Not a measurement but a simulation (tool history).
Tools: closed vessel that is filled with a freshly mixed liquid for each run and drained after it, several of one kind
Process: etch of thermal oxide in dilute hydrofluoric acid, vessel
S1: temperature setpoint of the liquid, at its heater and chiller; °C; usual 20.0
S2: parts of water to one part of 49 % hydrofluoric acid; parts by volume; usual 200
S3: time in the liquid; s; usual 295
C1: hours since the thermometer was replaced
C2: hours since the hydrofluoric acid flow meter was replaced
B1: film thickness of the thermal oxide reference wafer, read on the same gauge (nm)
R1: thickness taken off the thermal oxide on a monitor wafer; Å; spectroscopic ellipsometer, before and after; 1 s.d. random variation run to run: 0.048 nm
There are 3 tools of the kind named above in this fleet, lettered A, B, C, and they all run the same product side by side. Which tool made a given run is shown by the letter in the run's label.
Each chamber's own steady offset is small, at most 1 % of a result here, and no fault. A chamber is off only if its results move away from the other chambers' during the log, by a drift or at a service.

{"run": "1C", "hour": 11.0, "S1": 20.0, "S2": 200, "S3": 295, "C1": 1703.0, "C2": 240.7, "B1": 150.0, "R1": 53.073}
{"run": "2A", "hour": 19.2, "S1": 20.0, "S2": 200, "S3": 295, "C1": 294.8, "C2": 545.4, "B1": 150.04, "R1": 53.395}
{"run": "3B", "hour": 26.6, "S1": 20.0, "S2": 200, "S3": 295, "C1": 656.7, "C2": 767.6, "B1": 149.97, "R1": 52.59}
{"run": "4A", "hour": 32.9, "S1": 20.0, "S2": 200, "S3": 295, "C1": 308.5, "C2": 559.1, "B1": 150.02, "R1": 52.325}
{"run": "5C", "hour": 44.7, "S1": 20.0, "S2": 200, "S3": 295, "C1": 1736.7, "C2": 274.4, "B1": 149.99, "R1": 52.712}
{"run": "6B", "hour": 56.9, "S1": 20.0, "S2": 200, "S3": 295, "C1": 687.0, "C2": 797.9, "B1": 150.01, "R1": 53.935}
{"run": "7B", "hour": 69.7, "S1": 20.0, "S2": 200, "S3": 135, "C1": 699.8, "C2": 810.7, "B1": 150.0, "R1": 24.902}
{"run": "8C", "hour": 75.6, "S1": 20.0, "S2": 200, "S3": 135, "C1": 1767.6, "C2": 305.3, "B1": 150.02, "R1": 24.212}
{"run": "9A", "hour": 81.6, "S1": 20.0, "S2": 200, "S3": 135, "C1": 357.2, "C2": 607.8, "B1": 149.99, "R1": 24.444}
{"run": "10B", "hour": 91.2, "S1": 20.0, "S2": 200, "S3": 295, "C1": 721.3, "C2": 832.2, "B1": 149.98, "R1": 53.077}
{"run": "11A", "hour": 103.4, "S1": 20.0, "S2": 200, "S3": 295, "C1": 379.0, "C2": 629.6, "B1": 150.01, "R1": 53.402}
{"run": "12C", "hour": 114.9, "S1": 20.0, "S2": 200, "S3": 215, "C1": 1806.9, "C2": 344.6, "B1": 149.98, "R1": 38.606}
{"run": "13A", "hour": 122.0, "S1": 20.0, "S2": 200, "S3": 215, "C1": 397.6, "C2": 648.2, "B1": 149.99, "R1": 38.751}
{"run": "14C", "hour": 132.5, "S1": 20.0, "S2": 200, "S3": 215, "C1": 1824.5, "C2": 362.2, "B1": 149.99, "R1": 39.435}
{"run": "15B", "hour": 140.4, "S1": 24.0, "S2": 170, "S3": 295, "C1": 770.5, "C2": 881.4, "B1": 150.0, "R1": 73.314}
{"run": "16A", "hour": 150.0, "S1": 24.0, "S2": 170, "S3": 295, "C1": 425.6, "C2": 676.2, "B1": 150.01, "R1": 74.849}
{"hour": 151.8, "done": "chamber B: thermometer replaced"}
{"run": "17B", "hour": 160.2, "S1": 24.0, "S2": 170, "S3": 295, "C1": 8.4, "C2": 901.2, "B1": 150.01, "R1": 72.223}
{"run": "18C", "hour": 166.5, "S1": 20.0, "S2": 200, "S3": 295, "C1": 1858.5, "C2": 396.2, "B1": 149.98, "R1": 53.599}
{"run": "19B", "hour": 178.4, "S1": 20.0, "S2": 200, "S3": 295, "C1": 26.6, "C2": 919.4, "B1": 150.0, "R1": 51.089}
{"run": "20C", "hour": 185.3, "S1": 20.0, "S2": 200, "S3": 295, "C1": 1877.3, "C2": 415.0, "B1": 150.0, "R1": 53.771}
{"run": "21A", "hour": 195.7, "S1": 22.5, "S2": 260, "S3": 295, "C1": 471.3, "C2": 721.9, "B1": 149.97, "R1": 42.605}
{"hour": 203.5, "done": "chamber C: hydrofluoric acid flow meter replaced"}
{"run": "22A", "hour": 208.4, "S1": 22.5, "S2": 260, "S3": 295, "C1": 484.0, "C2": 734.6, "B1": 150.02, "R1": 43.084}
{"run": "23B", "hour": 218.1, "S1": 22.5, "S2": 260, "S3": 295, "C1": 66.3, "C2": 959.1, "B1": 150.01, "R1": 39.251}
{"run": "24C", "hour": 225.3, "S1": 20.0, "S2": 200, "S3": 295, "C1": 1917.3, "C2": 21.8, "B1": 150.01, "R1": 53.149}
{"run": "25A", "hour": 234.7, "S1": 20.0, "S2": 115, "S3": 295, "C1": 510.3, "C2": 760.9, "B1": 149.99, "R1": 99.961}
{"run": "26C", "hour": 241.4, "S1": 20.0, "S2": 115, "S3": 295, "C1": 1933.4, "C2": 37.9, "B1": 150.01, "R1": 101.74}
{"run": "27B", "hour": 247.4, "S1": 20.0, "S2": 115, "S3": 295, "C1": 95.6, "C2": 988.4, "B1": 149.99, "R1": 95.811}
{"run": "28B", "hour": 256.7, "S1": 20.0, "S2": 200, "S3": 295, "C1": 104.9, "C2": 997.7, "B1": 150.0, "R1": 48.382}
{"run": "29A", "hour": 269.4, "S1": 20.0, "S2": 200, "S3": 295, "C1": 545.0, "C2": 795.6, "B1": 150.01, "R1": 53.973}
{"run": "30C", "hour": 277.7, "S1": 20.0, "S2": 200, "S3": 295, "C1": 1969.7, "C2": 74.2, "B1": 150.02, "R1": 52.929}
{"run": "31A", "hour": 288.3, "S1": 20.0, "S2": 200, "S3": 295, "C1": 563.9, "C2": 814.5, "B1": 150.01, "R1": 52.984}
{"run": "32C", "hour": 298.7, "S1": 20.0, "S2": 200, "S3": 295, "C1": 1990.7, "C2": 95.2, "B1": 149.98, "R1": 53.225}
{"run": "33B", "hour": 305.7, "S1": 20.0, "S2": 200, "S3": 295, "C1": 153.9, "C2": 1046.7, "B1": 150.0, "R1": 48.374}
{"hour": 308.7, "done": "chamber A: hydrofluoric acid flow meter replaced"}
{"run": "34C", "hour": 314.9, "S1": 20.0, "S2": 200, "S3": 295, "C1": 2006.9, "C2": 111.4, "B1": 149.99, "R1": 53.234}
{"run": "35A", "hour": 326.0, "S1": 20.0, "S2": 200, "S3": 295, "C1": 601.6, "C2": 17.4, "B1": 150.01, "R1": 52.588}
{"run": "36B", "hour": 339.2, "S1": 20.0, "S2": 200, "S3": 295, "C1": 187.4, "C2": 1080.2, "B1": 150.01, "R1": 47.308}

Which is it: a chamber that has drifted or been left off by a service, a gauge drift common to all chambers, or only each chamber's usual small offset? If a chamber is off, name it and its likeliest cause.

It is chamber B that slowly wanders off from its peers.
Cause: hydrofluoric acid flow below the setpoint (%) = 9.11.

Here are 4 candidates for chamber B's next run, each the usual settings with a change, their results left as question marks. Which one brings its results back in line with what the others give on the usual settings?
Allowed miss from the other chambers' usual-settings mean, per result, to count as in line: R1 1.700 Å
{"run": "37B-1", "hour": 348.7, "S1": 20.0, "S2": 205, "S3": 290, "R1": "?"}
{"run": "37B-2", "hour": 348.7, "S1": 20.0, "S2": 195, "S3": 295, "R1": "?"}
{"run": "37B-3", "hour": 348.7, "S1": 20.0, "S2": 190, "S3": 310, "R1": "?"}
{"run": "37B-4", "hour": 348.7, "S1": 20.0, "S2": 210, "S3": 280, "R1": "?"}

The mean the other chambers reach with the usual settings: R1 53.191 Å
run=37B-1 R1=45.189
run=37B-2 R1=48.885
run=37B-3 R1=53.029
run=37B-4 R1=42.352
The right change is 37B-3: it brings the chamber back within the allowed miss of the others.

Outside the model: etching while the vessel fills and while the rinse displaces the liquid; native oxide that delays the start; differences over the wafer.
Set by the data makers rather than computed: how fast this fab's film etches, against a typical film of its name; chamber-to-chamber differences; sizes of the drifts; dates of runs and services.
